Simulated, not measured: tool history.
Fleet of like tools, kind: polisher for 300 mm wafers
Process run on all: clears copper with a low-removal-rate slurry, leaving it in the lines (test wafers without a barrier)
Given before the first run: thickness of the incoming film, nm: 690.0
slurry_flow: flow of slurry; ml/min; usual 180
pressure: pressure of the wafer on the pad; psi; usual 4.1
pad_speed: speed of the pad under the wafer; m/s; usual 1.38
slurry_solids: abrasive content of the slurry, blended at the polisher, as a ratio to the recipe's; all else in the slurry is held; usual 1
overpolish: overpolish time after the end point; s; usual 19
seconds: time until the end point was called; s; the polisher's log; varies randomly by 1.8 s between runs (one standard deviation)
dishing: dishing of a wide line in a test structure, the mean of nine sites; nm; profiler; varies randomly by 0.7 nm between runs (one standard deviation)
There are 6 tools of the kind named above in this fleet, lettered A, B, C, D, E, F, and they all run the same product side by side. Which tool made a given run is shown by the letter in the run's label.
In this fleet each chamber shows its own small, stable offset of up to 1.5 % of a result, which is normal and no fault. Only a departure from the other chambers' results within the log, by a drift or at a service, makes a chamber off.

| run | hour | slurry_flow | pressure | pad_speed | slurry_solids | overpolish | seconds | dishing |
|---|---|---|---|---|---|---|---|---|
|  | 3.6 | chamber E: worn pad replaced by a new one |
| 1A | 7 | 180 | 4.1 | 1.38 | 1 | 19 | 123.56 | 52.261 |
|  | 9.9 | chamber A: slurry nozzle cleaned |
| 2D | 11.2 | 180 | 4.1 | 1.38 | 1 | 19 | 122.04 | 53.356 |
|  | 11.4 | chamber E: slurry nozzle cleaned |
|  | 12.8 | chamber A: worn pad replaced by a new one |
| 3C | 18.2 | 180 | 4.1 | 1.38 | 1 | 19 | 121.7 | 53.453 |
| 4E | 23.1 | 180 | 4.1 | 1.38 | 1 | 19 | 122.62 | 53.775 |
|  | 23.4 | chamber F: worn pad replaced by a new one |
| 5F | 26.8 | 180 | 4.1 | 1.38 | 1 | 19 | 119.75 | 56.227 |
|  | 26.9 | chamber B: worn pad replaced by a new one |
|  | 30.7 | chamber E: slurry blender recalibrated |
| 6B | 32 | 180 | 4.1 | 1.38 | 1 | 19 | 125.32 | 53.217 |
|  | 34.3 | chamber B: slurry blender recalibrated |
| 7C | 36.5 | 180 | 4.1 | 1.38 | 1 | 19 | 125.05 | 54.081 |
| 8A | 40.2 | 180 | 4.1 | 1.38 | 1 | 19 | 123.91 | 54.38 |
|  | 41.9 | chamber B: head pressure recalibrated |
| 9D | 45.3 | 180 | 3.2 | 1.38 | 1 | 19 | 156.2 | 44.115 |
| 10E | 51.4 | 180 | 3.2 | 1.38 | 1 | 19 | 153.52 | 45.56 |
|  | 51.6 | chamber A: slurry blender recalibrated |
| 11B | 57.6 | 180 | 3.2 | 1.38 | 1 | 19 | 154.27 | 44.884 |
|  | 59.1 | chamber D: worn pad replaced by a new one |
|  | 60.4 | chamber C: head pressure recalibrated |
| 12F | 64.1 | 180 | 3.2 | 1.38 | 1 | 19 | 157.31 | 46.832 |
| 13B | 70.8 | 180 | 3.2 | 1.38 | 1 | 19 | 155.57 | 45.655 |
|  | 70.9 | chamber C: slurry blender recalibrated |
| 14E | 76.1 | 180 | 3.2 | 1.38 | 1 | 19 | 155.9 | 45.475 |
|  | 80.9 | chamber D: slurry blender recalibrated |
| 15D | 81.4 | 180 | 4.1 | 1.38 | 1 | 19 | 123.71 | 53.433 |
|  | 82.2 | chamber E: worn pad replaced by a new one |
| 16C | 86.2 | 180 | 4.1 | 1.38 | 1 | 19 | 125.67 | 52.733 |
| 17F | 91.6 | 180 | 4.1 | 1.38 | 1 | 19 | 123.54 | 55.614 |
| 18A | 98.6 | 180 | 4.1 | 1.38 | 1 | 19 | 123.9 | 53.284 |
| 19D | 103.8 | 180 | 5 | 1.24 | 1 | 19 | 115.09 | 57.022 |
| 20C | 110.9 | 180 | 5 | 1.24 | 1 | 19 | 113.71 | 56.455 |
| 21B | 117.3 | 180 | 5 | 1.24 | 1 | 19 | 111.29 | 59.345 |
|  | 119.9 | chamber F: slurry nozzle cleaned |
|  | 122.6 | chamber F: worn pad replaced by a new one |
| 22A | 124.5 | 180 | 5 | 1.24 | 1 | 19 | 110.67 | 57.825 |
| 23E | 130.8 | 180 | 5 | 1.24 | 1 | 19 | 108.91 | 58.102 |
| 24F | 137.5 | 180 | 5 | 1.24 | 1 | 19 | 109.87 | 58.546 |
| 25B | 140.8 | 180 | 4.1 | 1.38 | 1 | 19 | 122.2 | 53.194 |
|  | 147.7 | chamber B: slurry blender recalibrated |
| 26E | 148.1 | 180 | 4.1 | 1.38 | 1 | 27 | 118.03 | 65.552 |
|  | 148.2 | chamber A: worn pad replaced by a new one |
| 27D | 152.5 | 180 | 4.1 | 1.38 | 1 | 27 | 122.88 | 64.365 |
|  | 158.4 | chamber F: slurry blender recalibrated |
| 28A | 159.1 | 180 | 4.1 | 1.38 | 1 | 27 | 126.65 | 63.093 |
|  | 163.3 | chamber B: worn pad replaced by a new one |
| 29F | 164.4 | 180 | 4.1 | 1.38 | 1 | 27 | 120.02 | 65.467 |
| 30C | 169.8 | 180 | 4.1 | 1.38 | 1 | 27 | 130.37 | 63.843 |
| 31B | 173.5 | 180 | 4.1 | 1.38 | 1 | 27 | 124.26 | 64.57 |
|  | 178.9 | chamber E: worn pad replaced by a new one |
| 32D | 179 | 180 | 4.1 | 1.38 | 1 | 19 | 124.33 | 52.79 |
| 33C | 184.9 | 180 | 4.1 | 1.38 | 1 | 19 | 129.9 | 52.851 |
| 34F | 191.1 | 180 | 4.1 | 1.16 | 1 | 19 | 140.95 | 49.14 |
| 35A | 196 | 180 | 4.1 | 1.16 | 1 | 19 | 145.78 | 47.38 |
|  | 196.7 | chamber C: slurry blender recalibrated |
| 36E | 199.5 | 180 | 4.1 | 1.16 | 1 | 19 | 142.3 | 49.677 |
|  | 202.1 | chamber D: head pressure recalibrated |
| 37E | 205.8 | 180 | 4.1 | 1.16 | 1 | 19 | 142.12 | 48.462 |
|  | 208 | chamber D: worn pad replaced by a new one |
| 38D | 210.9 | 180 | 4.1 | 1.16 | 1 | 19 | 148.22 | 49.218 |
| 39A | 216.5 | 180 | 4.1 | 1.16 | 1 | 19 | 145.49 | 48.074 |
| 40B | 222.9 | 180 | 4.1 | 1.38 | 1 | 19 | 122.68 | 55.106 |
| 41F | 230.1 | 180 | 4.1 | 1.38 | 1 | 19 | 119.28 | 54.231 |
| 42C | 233.7 | 180 | 4.1 | 1.38 | 1 | 19 | 127.74 | 50.597 |
|  | 234 | chamber F: worn pad replaced by a new one |
| 43F | 239.8 | 180 | 4.1 | 1.38 | 1 | 19 | 119.52 | 54.063 |

One chamber off, gauge drift, or nothing amiss beyond the chambers' own small offsets? If it is a chamber, which one, and what is the likeliest cause?

One chamber, C, drifts off from the rest bit by bit.
Cause: removal rate lost through wear of the pad, % = 7.4.
The log may not separate it from: slurry flow missing at the pad, %.

Below are 4 candidate recipes for chamber C's next run, each the usual settings with a change, their results shown as question marks. Which of them brings C's results back in line with what the other chambers give on the usual settings?
To be in line, a result may differ from the other chambers' mean on the usual settings by at most: seconds 6.2 s; dishing 2.4 nm
| 44C-1 | 245.1 | 180 | 4.4 | 1.5 | 1 | 19 | ? | ? |
| 44C-2 | 245.1 | 180 | 3.9 | 1.32 | 1 | 19 | ? | ? |
| 44C-3 | 245.1 | 180 | 3.8 | 1.26 | 1 | 19 | ? | ? |
| 44C-4 | 245.1 | 180 | 4.3 | 1.44 | 1 | 19 | ? | ? |

The other chambers' mean on the usual settings: seconds 121.62 s; dishing 54.07 nm
| run | seconds | dishing |
|---|---|---|
| 44C-1 | 112.02 | 56.564 |
| 44C-2 | 143.41 | 48.258 |
| 44C-3 | 154.15 | 45.969 |
| 44C-4 | 119.38 | 54.43 |
It is 44C-4 that realigns the chamber with its peers.

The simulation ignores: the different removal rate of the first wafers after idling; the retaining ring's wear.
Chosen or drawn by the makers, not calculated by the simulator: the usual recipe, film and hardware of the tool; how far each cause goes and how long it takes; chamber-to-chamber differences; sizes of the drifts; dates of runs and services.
